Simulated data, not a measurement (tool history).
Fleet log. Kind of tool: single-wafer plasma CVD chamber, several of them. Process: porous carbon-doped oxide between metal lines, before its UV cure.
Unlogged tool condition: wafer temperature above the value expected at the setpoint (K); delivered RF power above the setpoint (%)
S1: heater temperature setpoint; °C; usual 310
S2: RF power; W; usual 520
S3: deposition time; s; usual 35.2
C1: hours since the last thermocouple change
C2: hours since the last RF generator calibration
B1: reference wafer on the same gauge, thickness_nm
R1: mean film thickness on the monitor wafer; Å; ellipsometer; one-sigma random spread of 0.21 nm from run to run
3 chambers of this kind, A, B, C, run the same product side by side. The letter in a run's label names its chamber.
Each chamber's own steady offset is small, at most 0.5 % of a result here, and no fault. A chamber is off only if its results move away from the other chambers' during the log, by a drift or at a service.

run,day,S1,S2,S3,C1,C2,B1,R1
1B,0.250,310,520,35.2,1415.9,1887.2,196.03,1837.8
2C,0.496,310,520,35.2,1214.7,1746.2,196.03,1846.4
3A,0.629,310,520,35.2,922.6,1382.0,196.11,1839.7
4C,0.746,310,520,35.2,1220.7,1752.2,196.15,1845.1
5B,0.996,310,520,35.2,1433.8,1905.1,196.13,1839.4
6A,1.188,310,520,35.2,936.0,1395.4,196.17,1839.1
7C,1.325,310,520,35.2,1234.6,1766.1,196.12,1846.0
8B,1.546,310,520,35.2,1447.0,1918.3,196.20,1843.7
9A,1.683,310,520,35.2,947.9,1407.3,196.19,1838.0
10A,1.917,310,435,28.8,953.5,1412.9,196.29,1337.1
11C,2.112,310,435,28.8,1253.5,1785.0,196.30,1345.6
12B,2.283,310,435,28.8,1464.7,1936.0,196.22,1345.0
13B,2.529,310,520,35.2,1470.6,1941.9,196.29,1842.8
14C,2.721,310,520,38.3,1268.1,1799.6,196.30,2005.4
15A,2.908,310,520,38.3,977.3,1436.7,196.31,1996.3
16A,3.071,310,520,38.3,981.2,1440.6,196.33,1994.4
17B,3.312,310,520,35.2,1489.4,1960.7,196.36,1846.8
18C,3.504,310,520,35.2,1286.9,1818.4,196.48,1849.1
19A,3.754,310,520,35.2,997.6,1457.0,196.49,1841.0
20C,3.942,310,520,35.2,1297.4,1828.9,196.46,1847.5
# day 3.954: chamber A: thermocouple changed; heater temperature recalibrated
21B,4.133,310,520,35.2,1509.1,1980.4,196.48,1844.8
22B,4.321,310,520,35.2,1513.6,1984.9,196.56,1847.2
23A,4.438,310,520,35.2,11.6,1473.4,196.58,1843.4
24C,4.629,310,520,35.2,1313.9,1845.4,196.56,1849.2
25A,4.817,310,520,28.8,20.7,1482.5,196.58,1516.6
26B,5.046,310,520,28.8,1531.0,2002.3,196.67,1519.2
27C,5.262,310,520,28.8,1329.1,1860.6,196.64,1520.9
28B,5.392,310,520,35.2,1539.3,2010.6,196.67,1850.5
29C,5.596,310,520,35.2,1337.1,1868.6,196.72,1849.7
30A,5.758,310,520,35.2,43.3,1505.1,196.70,1848.0
31B,5.867,310,555,35.2,1550.7,2022.0,196.70,1933.1
32C,6.071,310,555,35.2,1348.5,1880.0,196.75,1932.9
33A,6.217,310,555,35.2,54.3,1516.1,196.81,1926.0
34A,6.438,310,520,35.2,59.6,1521.4,196.81,1846.7
35C,6.629,310,520,35.2,1361.9,1893.4,196.81,1852.7
36B,6.779,310,520,35.2,1572.6,2043.9,196.85,1846.9
37A,6.958,310,520,35.2,72.1,1533.9,196.92,1850.2
38C,7.083,310,520,35.2,1372.8,1904.3,196.87,1850.8

Has any chamber moved away from the others, gradually or after a service, or does the common gauge drift, or do the chambers differ only by their own small steady offsets? State the chamber and the most likely cause if one applies.

No chamber is off; the gauge reading every chamber's wafers drifts, which makes the whole fleet appear to move together.
Cause: gauge reads high (%) = 0.459.

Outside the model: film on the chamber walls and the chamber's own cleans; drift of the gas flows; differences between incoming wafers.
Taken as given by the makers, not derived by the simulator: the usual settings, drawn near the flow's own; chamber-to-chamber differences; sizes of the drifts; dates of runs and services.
